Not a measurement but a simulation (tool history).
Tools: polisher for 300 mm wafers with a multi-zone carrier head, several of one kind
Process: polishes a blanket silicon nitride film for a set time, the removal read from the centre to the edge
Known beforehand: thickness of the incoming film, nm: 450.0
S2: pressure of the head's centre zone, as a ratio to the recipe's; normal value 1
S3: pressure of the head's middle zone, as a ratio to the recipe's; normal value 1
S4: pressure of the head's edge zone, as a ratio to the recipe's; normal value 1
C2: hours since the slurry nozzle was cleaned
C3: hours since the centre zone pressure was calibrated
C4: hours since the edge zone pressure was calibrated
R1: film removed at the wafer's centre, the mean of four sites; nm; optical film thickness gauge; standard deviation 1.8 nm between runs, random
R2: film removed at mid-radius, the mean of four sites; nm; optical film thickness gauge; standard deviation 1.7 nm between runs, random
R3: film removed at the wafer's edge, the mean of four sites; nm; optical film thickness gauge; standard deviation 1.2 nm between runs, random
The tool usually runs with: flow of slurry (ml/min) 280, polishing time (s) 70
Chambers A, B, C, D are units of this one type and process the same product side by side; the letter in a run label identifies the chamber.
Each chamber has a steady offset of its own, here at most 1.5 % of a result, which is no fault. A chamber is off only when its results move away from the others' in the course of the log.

At day 0.008: chamber A: worn pad replaced by a new one.
At day 0.288: chamber D: edge zone pressure recalibrated.
Run 1A, day 0.433: usual settings; wafers polished on this pad 107; C2 298.9; C3 1354.3; C4 212.8. Result: R1 130.38 nm, R2 131.26 nm, R3 132.61 nm.
At day 0.829: chamber C: worn pad replaced by a new one.
Run 2D, day 0.925: usual settings; wafers polished on this pad 464; C2 50.2; C3 134.5; C4 15.4. Result: R1 127.41 nm, R2 130.67 nm, R3 130.65 nm.
Run 3B, day 1.417: usual settings; wafers polished on this pad 754; C2 452.2; C3 145.1; C4 913.6. Result: R1 130.47 nm, R2 131.85 nm, R3 130.79 nm.
At day 1.45: chamber B: worn pad replaced by a new one.
At day 1.508: chamber D: worn pad replaced by a new one.
Run 4C, day 1.712: usual settings; wafers polished on this pad 221; C2 151.4; C3 842.8; C4 566. Result: R1 131.27 nm, R2 132.28 nm, R3 133.64 nm.
At day 1.879: chamber A: centre zone pressure recalibrated.
Run 5D, day 2.196: usual settings; wafers polished on this pad 172; C2 80.7; C3 165; C4 45.9. Result: R1 132.1 nm, R2 130.69 nm, R3 132.41 nm.
Run 6C, day 2.496: usual settings; wafers polished on this pad 417; C2 170.2; C3 861.6; C4 584.8. Result: R1 131.78 nm, R2 130.96 nm, R3 129.41 nm.
Run 7A, day 2.804: usual settings but S3 0.91, S4 1.07; wafers polished on this pad 700; C2 355.8; C3 22.2; C4 269.7. Result: R1 129.35 nm, R2 118.13 nm, R3 137.97 nm.
At day 3.008: chamber A: worn pad replaced by a new one.
Run 8B, day 3.054: usual settings but S3 0.91, S4 1.07; wafers polished on this pad 402; C2 491.5; C3 184.4; C4 952.9. Result: R1 133.1 nm, R2 119.35 nm, R3 134.91 nm.
Run 9C, day 3.312: usual settings but S3 0.91, S4 1.07; wafers polished on this pad 622; C2 189.8; C3 881.2; C4 604.4. Result: R1 129.31 nm, R2 117.39 nm, R3 134.39 nm.
At day 3.417: chamber C: worn pad replaced by a new one.
Run 10B, day 3.579: usual settings but S3 0.91, S4 1.07; wafers polished on this pad 533; C2 504.1; C3 197; C4 965.5. Result: R1 129.08 nm, R2 118.12 nm, R3 137.5 nm.
Run 11D, day 3.854: usual settings; wafers polished on this pad 587; C2 120.5; C3 204.8; C4 85.7. Result: R1 135.13 nm, R2 135.62 nm, R3 130.47 nm.
Run 12A, day 4.067: usual settings; wafers polished on this pad 265; C2 386.1; C3 52.5; C4 300. Result: R1 125.16 nm, R2 132.17 nm, R3 131.32 nm.
At day 4.408: chamber D: worn pad replaced by a new one.
Run 13D, day 4.538: usual settings; wafers polished on this pad 32; C2 136.9; C3 221.2; C4 102.1. Result: R1 134.47 nm, R2 134.36 nm, R3 132.11 nm.
At day 4.542: chamber B: worn pad replaced by a new one.
Run 14B, day 4.938: usual settings; wafers polished on this pad 99; C2 536.7; C3 229.6; C4 998.1. Result: R1 130.1 nm, R2 129.41 nm, R3 129.55 nm.
Run 15A, day 5.175: usual settings; wafers polished on this pad 543; C2 412.7; C3 79.1; C4 326.6. Result: R1 128.24 nm, R2 126.94 nm, R3 133.15 nm.
Run 16C, day 5.496: usual settings; wafers polished on this pad 521; C2 242.2; C3 933.6; C4 656.8. Result: R1 129.96 nm, R2 133.5 nm, R3 131.2 nm.
At day 5.7: chamber A: worn pad replaced by a new one.
At day 5.733: chamber C: centre zone pressure recalibrated.
Run 17B, day 5.758: usual settings; wafers polished on this pad 305; C2 556.4; C3 249.3; C4 1017.8. Result: R1 128.28 nm, R2 128.67 nm, R3 127.4 nm.
Run 18C, day 6.054: usual settings; wafers polished on this pad 661; C2 255.6; C3 7.7; C4 670.2. Result: R1 132 nm, R2 129.13 nm, R3 129.28 nm.
At day 6.183: chamber C: worn pad replaced by a new one.
Run 19D, day 6.512: usual settings; wafers polished on this pad 527; C2 184.3; C3 268.6; C4 149.5. Result: R1 138.07 nm, R2 129.95 nm, R3 131.65 nm.
Run 20A, day 6.867: usual settings but S4 0.91, polishing time (s) 79; wafers polished on this pad 293; C2 453.3; C3 119.7; C4 367.2. Result: R1 148.15 nm, R2 150.73 nm, R3 143.65 nm.
At day 6.958: chamber B: worn pad replaced by a new one.
At day 7.104: chamber D: worn pad replaced by a new one.
Run 21B, day 7.262: usual settings but S4 0.91, polishing time (s) 79; wafers polished on this pad 76; C2 592.5; C3 285.4; C4 1053.9. Result: R1 147.45 nm, R2 146.38 nm, R3 141.35 nm.
Run 22D, day 7.65: usual settings but S4 0.91, polishing time (s) 79; wafers polished on this pad 136; C2 211.6; C3 295.9; C4 176.8. Result: R1 159.38 nm, R2 147.81 nm, R3 143.34 nm.
At day 7.767: chamber C: edge zone pressure recalibrated.
Run 23C, day 7.988: usual settings but S4 0.91, polishing time (s) 79; wafers polished on this pad 452; C2 302; C3 54.1; C4 5.3. Result: R1 147.53 nm, R2 149.3 nm, R3 140.24 nm.
At day 8.279: chamber A: slurry nozzle cleaned.
Run 24A, day 8.433: usual settings but flow of slurry (ml/min) 185, S4 1.1; wafers polished on this pad 685; C2 3.8; C3 157.3; C4 404.8. Result: R1 124.93 nm, R2 127.14 nm, R3 131.35 nm.
At day 8.721: chamber A: worn pad replaced by a new one.
At day 8.808: chamber C: worn pad replaced by a new one.
Run 25A, day 8.846: usual settings but flow of slurry (ml/min) 185, S4 1.1; wafers polished on this pad 31; C2 13.7; C3 167.2; C4 414.7. Result: R1 121.7 nm, R2 128.02 nm, R3 135.54 nm.
Run 26B, day 9.15: usual settings but flow of slurry (ml/min) 185, S4 1.1; wafers polished on this pad 549; C2 637.8; C3 330.7; C4 1099.2. Result: R1 127.23 nm, R2 120.37 nm, R3 132.73 nm.
At day 9.412: chamber B: slurry nozzle cleaned.
Run 27D, day 9.417: usual settings but flow of slurry (ml/min) 185, S4 1.1; wafers polished on this pad 579; C2 254; C3 338.3; C4 219.2. Result: R1 130.15 nm, R2 120.49 nm, R3 131.95 nm.
Run 28C, day 9.8: usual settings; wafers polished on this pad 249; C2 345.5; C3 97.6; C4 48.8. Result: R1 132.29 nm, R2 132.38 nm, R3 130.41 nm.
At day 9.946: chamber D: worn pad replaced by a new one.
At day 10.121: chamber B: worn pad replaced by a new one.
At day 10.258: chamber D: slurry nozzle cleaned.
Run 29D, day 10.288: usual settings; wafers polished on this pad 86; C2 0.8; C3 359.2; C4 240.1. Result: R1 138.28 nm, R2 129.51 nm, R3 130.51 nm.
Run 30B, day 10.554: usual settings; wafers polished on this pad 109; C2 27.4; C3 364.4; C4 1132.9. Result: R1 133.78 nm, R2 130.7 nm, R3 128.28 nm.
Run 31C, day 11.008: usual settings; wafers polished on this pad 551; C2 374.5; C3 126.6; C4 77.8. Result: R1 130.98 nm, R2 130.67 nm, R3 131.59 nm.
At day 11.279: chamber A: worn pad replaced by a new one.
At day 11.379: chamber C: worn pad replaced by a new one.
Run 32A, day 11.446: usual settings but flow of slurry (ml/min) 210, S4 0.89; wafers polished on this pad 42; C2 76.1; C3 229.6; C4 477.1. Result: R1 124.29 nm, R2 123.55 nm, R3 121.88 nm.
Run 33C, day 11.721: usual settings but flow of slurry (ml/min) 210, S4 0.89; wafers polished on this pad 86; C2 391.6; C3 143.7; C4 94.9. Result: R1 127.13 nm, R2 128.06 nm, R3 119.58 nm.
Run 34D, day 11.954: usual settings but flow of slurry (ml/min) 210, S4 0.89; wafers polished on this pad 503; C2 40.8; C3 399.2; C4 280.1. Result: R1 140.1 nm, R2 127.28 nm, R3 123.28 nm.
Run 35B, day 12.225: usual settings but flow of slurry (ml/min) 210, S4 0.89; wafers polished on this pad 527; C2 67.5; C3 404.5; C4 1173. Result: R1 126.4 nm, R2 127.06 nm, R3 121.58 nm.
Run 36A, day 12.5: usual settings; wafers polished on this pad 306; C2 101.4; C3 254.9; C4 502.4. Result: R1 129.78 nm, R2 129.24 nm, R3 131.52 nm.
At day 12.762: chamber D: worn pad replaced by a new one.
At day 12.821: chamber B: worn pad replaced by a new one.
Run 37C, day 12.896: usual settings; wafers polished on this pad 380; C2 419.8; C3 171.9; C4 123.1. Result: R1 128.89 nm, R2 130.28 nm, R3 131.15 nm.
Run 38B, day 13.129: usual settings; wafers polished on this pad 77; C2 89.2; C3 426.2; C4 1194.7. Result: R1 128.53 nm, R2 129.19 nm, R3 129.55 nm.
Run 39A, day 13.358: usual settings; wafers polished on this pad 521; C2 122; C3 275.5; C4 523. Result: R1 131.81 nm, R2 130.78 nm, R3 133.02 nm.
Run 40D, day 13.746: usual settings; wafers polished on this pad 246; C2 83.8; C3 442.2; C4 323.1. Result: R1 148.32 nm, R2 128.76 nm, R3 133.53 nm.

Which is it: a chamber that has drifted or been left off by a service, a gauge drift common to all chambers, or only each chamber's usual small offset? If a chamber is off, name it and its likeliest cause.

It is chamber D that slowly wanders off from its peers.
Most likely cause: centre zone's pressure above its setpoint, % = 9.56.

Below are 4 candidate recipes for chamber D's next run, each the usual settings with a change, their results shown as question marks. Which of them brings D's results back in line with what the other chambers give on the usual settings?
Maximum distance from the other chambers' mean on the usual settings for a result to count as in line: R1 6.4 nm; R2 5.8 nm; R3 4.3 nm
Run 41D-1, day 14.1: usual settings but S2 0.98, S4 1.01. Result: R1 ?, R2 ?, R3 ?.
Run 41D-2, day 14.1: usual settings but flow of slurry (ml/min) 275, S2 0.92, S3 1.02, S4 1.03, polishing time (s) 69. Result: R1 ?, R2 ?, R3 ?.
Run 41D-3, day 14.1: usual settings but flow of slurry (ml/min) 285, S2 1.08, S3 0.98, S4 0.97, polishing time (s) 71. Result: R1 ?, R2 ?, R3 ?.
Run 41D-4, day 14.1: usual settings but S2 1.02, S4 0.99. Result: R1 ?, R2 ?, R3 ?.

Mean of the other chambers on the usual settings: R1 130.71 nm; R2 131.02 nm; R3 131.19 nm
  run      R1      R2      R3
41D-1  142.65  131.02   133.3
41D-2  131.14  131.28  132.54
41D-3  160.81  130.65  132.61
41D-4  148.89  130.99  131.92
41D-2 brings the chamber back in line.
